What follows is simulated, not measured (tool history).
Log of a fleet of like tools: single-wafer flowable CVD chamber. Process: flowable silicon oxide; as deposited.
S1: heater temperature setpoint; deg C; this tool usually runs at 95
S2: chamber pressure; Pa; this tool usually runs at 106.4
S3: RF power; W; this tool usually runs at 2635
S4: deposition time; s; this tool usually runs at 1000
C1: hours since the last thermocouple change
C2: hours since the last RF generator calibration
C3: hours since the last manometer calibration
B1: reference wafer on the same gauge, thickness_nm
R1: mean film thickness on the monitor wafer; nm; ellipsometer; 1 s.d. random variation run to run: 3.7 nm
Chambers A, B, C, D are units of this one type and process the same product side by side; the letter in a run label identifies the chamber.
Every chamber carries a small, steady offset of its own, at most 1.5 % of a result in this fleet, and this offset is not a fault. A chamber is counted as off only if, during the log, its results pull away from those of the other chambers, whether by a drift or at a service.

run	day	S1	S2	S3	S4	C1	C2	C3	B1	R1
1B	0.3	95	106.4	2635	1000	1800	811.1	506.5	863.19	739.85
2D	0.658	95	106.4	2635	1000	762.5	109	1350.9	861.9	753.92
3C	0.846	95	106.4	2635	1000	1331.6	1325.6	745.4	863.54	740.76
4A	1.129	95	106.4	2635	1000	1894.2	677.6	1991.4	863.09	739.41
5B	1.483	95	106.4	2635	1000	1828.4	839.5	534.9	861.78	739.14
6D	1.796	95	106.4	2635	820	789.8	136.3	1378.2	862.94	618.25
7C	2.125	95	106.4	2635	820	1362.3	1356.3	776.1	863.28	605.26
8A	2.288	95	106.4	2635	820	1922	705.4	2019.2	862.18	609.54
9B	2.512	95	106.4	2635	820	1853.1	864.2	559.6	862.77	612.35
10A	2.704	95	106.4	2635	1000	1932	715.4	2029.2	862.32	742.68
11D	2.867	95	106.4	2635	1000	815.5	162	1403.9	861.89	749.63
12C	3.238	95	106.4	2635	1000	1389	1383	802.8	864.3	740.44
13A	3.583	95	106.4	2635	1000	1953.1	736.5	2050.3	863.03	743.87
# day 3.675: chamber B: thermocouple changed; heater temperature recalibrated
14B	3.875	95	94	2635	1000	4.8	896.9	592.3	862.89	632.49
15D	4.233	95	94	2635	1000	848.3	194.8	1436.7	862.11	643.29
16C	4.483	95	94	2635	1000	1418.9	1412.9	832.7	862.88	622.54
# day 4.579: chamber A: thermocouple changed; heater temperature recalibrated
17A	4.796	95	94	2635	1000	5.3	765.6	2079.4	862.81	607.77
18D	4.979	95	106.4	2635	1000	866.2	212.7	1454.6	864.24	748.41
19C	5.275	95	106.4	2635	1000	1437.9	1431.9	851.7	862.7	734.63
20B	5.525	109	106.4	3000	1000	44.4	936.5	631.9	863.34	469.64
21C	5.758	109	106.4	3000	1000	1449.5	1443.5	863.3	863.66	463.44
22A	5.983	109	106.4	3000	1000	33.8	794.1	2107.9	862.58	455.68
23D	6.221	109	106.4	3000	1000	896	242.5	1484.4	863.14	480.89
24B	6.4	95	116	2635	1000	65.4	957.5	652.9	862.38	829.36
25A	6.733	95	116	2635	1000	51.8	812.1	2125.9	863.67	796.65
26D	7.075	95	116	2635	1000	916.5	263	1504.9	862.96	830.86
27B	7.233	95	116	2635	1000	85.4	977.5	672.9	862.31	829.73

Which is it: a chamber that has drifted or been left off by a service, a gauge drift common to all chambers, or only each chamber's usual small offset? If a chamber is off, name it and its likeliest cause.

A service left chamber A off against the others.
Most likely cause: wafer temperature above the value expected at the setpoint (K) = 1.03.

Here are 4 candidates for chamber A's next run, each the usual settings with a change, their results left as question marks. Which one brings its results back in line with what the others give on the usual settings?
In line here means within this much of the mean the other chambers give on the usual settings: R1 13 nm
28A-1	7.496	95	107.1	2635	1000					?
28A-2	7.496	95	103.1	2635	1000					?
28A-3	7.496	95	106.1	2635	1000					?
28A-4	7.496	94	106.4	2635	1000					?

The other chambers' mean on the usual settings: R1 744.78 nm
run	R1
28A-1	721.34
28A-2	686.56
28A-3	713.26
28A-4	739.83
Change 28A-4 lands the chamber within the allowed miss of the other chambers.

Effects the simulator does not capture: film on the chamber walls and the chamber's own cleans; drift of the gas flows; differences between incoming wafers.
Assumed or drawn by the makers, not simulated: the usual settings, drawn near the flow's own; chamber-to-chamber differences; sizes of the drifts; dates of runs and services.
